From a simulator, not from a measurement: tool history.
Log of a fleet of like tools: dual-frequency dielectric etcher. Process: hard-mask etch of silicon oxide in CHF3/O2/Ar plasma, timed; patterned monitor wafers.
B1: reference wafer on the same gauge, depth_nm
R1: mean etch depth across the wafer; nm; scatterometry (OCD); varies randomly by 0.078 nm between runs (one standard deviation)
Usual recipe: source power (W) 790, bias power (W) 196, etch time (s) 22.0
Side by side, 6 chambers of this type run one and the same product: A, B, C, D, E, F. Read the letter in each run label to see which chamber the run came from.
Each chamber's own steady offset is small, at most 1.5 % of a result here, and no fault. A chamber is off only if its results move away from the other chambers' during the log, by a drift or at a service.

Run 1C, day 0.217: usual settings; B1 44.208. Result: R1 49.309 nm.
Run 2F, day 0.458: usual settings; B1 44.179. Result: R1 49.500 nm.
Run 3E, day 0.638: usual settings; B1 44.172. Result: R1 49.850 nm.
Run 4D, day 0.896: usual settings; B1 44.167. Result: R1 49.134 nm.
At day 1.062: chamber C: wet clean of the chamber.
Run 5B, day 1.221: usual settings; B1 44.169. Result: R1 50.397 nm.
Run 6A, day 1.475: usual settings; B1 44.154. Result: R1 49.567 nm.
Run 7D, day 1.675: usual settings; B1 44.148. Result: R1 49.136 nm.
Run 8C, day 1.846: usual settings; B1 44.138. Result: R1 49.331 nm.
Run 9A, day 2.104: usual settings; B1 44.130. Result: R1 49.671 nm.
Run 10B, day 2.396: usual settings; B1 44.135. Result: R1 50.397 nm.
Run 11E, day 2.633: usual settings; B1 44.126. Result: R1 49.661 nm.
Run 12F, day 2.871: usual settings; B1 44.093. Result: R1 49.369 nm.
Run 13A, day 3.083: usual settings; B1 44.112. Result: R1 49.627 nm.
Run 14C, day 3.233: usual settings; B1 44.085. Result: R1 49.189 nm.
Run 15D, day 3.550: usual settings; B1 44.101. Result: R1 48.967 nm.
Run 16F, day 3.704: usual settings; B1 44.071. Result: R1 49.325 nm.
Run 17B, day 3.904: usual settings; B1 44.069. Result: R1 50.134 nm.
Run 18E, day 4.150: usual settings; B1 44.071. Result: R1 49.830 nm.
Run 19B, day 4.371: usual settings but bias power (W) 215, etch time (s) 16.5; B1 44.077. Result: R1 38.834 nm.
Run 20E, day 4.658: usual settings but bias power (W) 215, etch time (s) 16.5; B1 44.022. Result: R1 38.537 nm.
Run 21A, day 4.817: usual settings but bias power (W) 215, etch time (s) 16.5; B1 44.050. Result: R1 38.321 nm.
Run 22F, day 5.042: usual settings but bias power (W) 215, etch time (s) 16.5; B1 44.047. Result: R1 38.130 nm.
Run 23D, day 5.246: usual settings but bias power (W) 215, etch time (s) 16.5; B1 44.031. Result: R1 37.864 nm.
Run 24C, day 5.512: usual settings but bias power (W) 215, etch time (s) 16.5; B1 44.025. Result: R1 38.036 nm.
Run 25D, day 5.721: usual settings; B1 44.018. Result: R1 49.014 nm.
Run 26F, day 6.000: usual settings; B1 44.003. Result: R1 49.300 nm.
Run 27E, day 6.200: usual settings; B1 44.003. Result: R1 49.636 nm.
Run 28A, day 6.396: usual settings; B1 43.987. Result: R1 49.446 nm.
Run 29B, day 6.721: usual settings; B1 43.995. Result: R1 50.017 nm.
Run 30C, day 7.050: usual settings; B1 43.981. Result: R1 49.119 nm.
Run 31F, day 7.283: usual settings; B1 43.979. Result: R1 49.203 nm.
Run 32C, day 7.621: usual settings; B1 43.944. Result: R1 49.216 nm.
Run 33D, day 7.775: usual settings; B1 43.963. Result: R1 48.867 nm.
Run 34E, day 7.971: usual settings but bias power (W) 177, etch time (s) 18.5; B1 43.920. Result: R1 40.325 nm.
Run 35A, day 8.167: usual settings but bias power (W) 177, etch time (s) 18.5; B1 43.931. Result: R1 40.165 nm.
Run 36B, day 8.450: usual settings but bias power (W) 177, etch time (s) 18.5; B1 43.920. Result: R1 40.585 nm.

Read the log: is a single chamber off, either drifting away or since a service, is the gauge that measures every chamber drifting, or is nothing wrong beyond small per-chamber offsets? Name any odd chamber and what most likely caused it.

Gauge drift. The chambers move together only on paper, and none stands off.
What lies behind it: gauge reads low (%) = 0.647.
